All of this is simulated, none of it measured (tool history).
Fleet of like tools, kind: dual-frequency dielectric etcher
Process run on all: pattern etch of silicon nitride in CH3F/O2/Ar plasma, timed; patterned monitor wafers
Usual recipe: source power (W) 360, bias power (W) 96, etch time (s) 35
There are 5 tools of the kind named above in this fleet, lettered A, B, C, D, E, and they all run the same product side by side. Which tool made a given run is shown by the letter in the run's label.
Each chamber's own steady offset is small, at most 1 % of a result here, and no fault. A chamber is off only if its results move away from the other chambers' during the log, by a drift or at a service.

run	hour	source power (W)	bias power (W)	etch time (s)	read-back reference wafer on the same gauge, depth_nm	mean etch depth across the wafer (Å)
1A	8.9	360	96	35	24.11	262.54
2E	18.1	360	96	35	24.098	261.24
3B	31.9	360	96	35	24.098	259.59
# hour 39: chamber A: source power generator calibrated
4D	42.2	360	96	35	24.081	260.94
# hour 49: chamber D: wet clean of the chamber
5C	49.3	360	96	35	24.096	263.18
6C	61.1	360	96	35	24.085	260.52
7D	76.5	360	96	35	24.095	262.79
# hour 76.8: chamber E: wet clean of the chamber
8B	87.2	360	96	35	24.119	260.59
9E	100.9	310	96	35	24.107	247.44
10A	114.7	310	96	35	24.092	247.08
11D	124.5	310	96	35	24.1	247.9
# hour 131.7: chamber C: wet clean of the chamber
12A	139.6	310	96	35	24.103	246.47
13E	149.1	310	96	35	24.122	249.86
14B	161.3	360	96	35	24.116	261.11
15C	170.8	360	96	35	24.091	269.9
16D	184	360	96	35	24.092	261.13
17C	199.2	360	96	35	24.116	270.55
18E	212.8	360	96	35	24.097	260.42
19A	226.8	360	96	35	24.105	262.24
# hour 229.5: chamber B: source power generator calibrated
20B	240.4	360	96	35	24.111	261.08
21C	247.4	360	96	35	24.103	271.75
22E	261.6	360	96	35	24.13	261.95
23A	269.4	360	96	35	24.121	260.25
24B	282.8	360	96	35	24.104	261.84
# hour 290.8: chamber A: wet clean of the chamber
25D	298.2	360	96	35	24.085	261.11
26D	312.1	360	96	35	24.086	260.77
27C	321.7	360	96	35	24.076	271.26
28B	328.4	360	96	35	24.096	261.12
29A	340.9	360	96	35	24.093	260.17
30E	348.3	360	96	35	24.096	264.31

Does one chamber stand apart from the rest, does the shared gauge drift, or is all well apart from small per-chamber offsets? Give the chamber and the most likely cause, where there is one.

Chamber C has stood off from the others ever since a service on it.
What lies behind it: etch rate over this chamber's usual, % = 3.35.

Chamber C could run next with any of the 4 candidate recipes listed below; each alters the usual settings, and their results appear as question marks. Which one brings its results back in line with what the other chambers deliver on the usual settings?
Allowed miss from the other chambers' usual-settings mean, per result, to count as in line: mean etch depth across the wafer (Å) 3.8
31C-1	359.4	360	97	36		?
31C-2	359.4	360	96	35.5		?
31C-3	359.4	340	91	35		?
31C-4	359.4	360	93	35		?

Mean of the other chambers on the usual settings: mean etch depth across the wafer (Å) 261.02
run	mean etch depth across the wafer (Å)
31C-1	279.66
31C-2	274.72
31C-3	259.91
31C-4	267.68
31C-3 is the one that brings the chamber's results back in line with the other chambers.
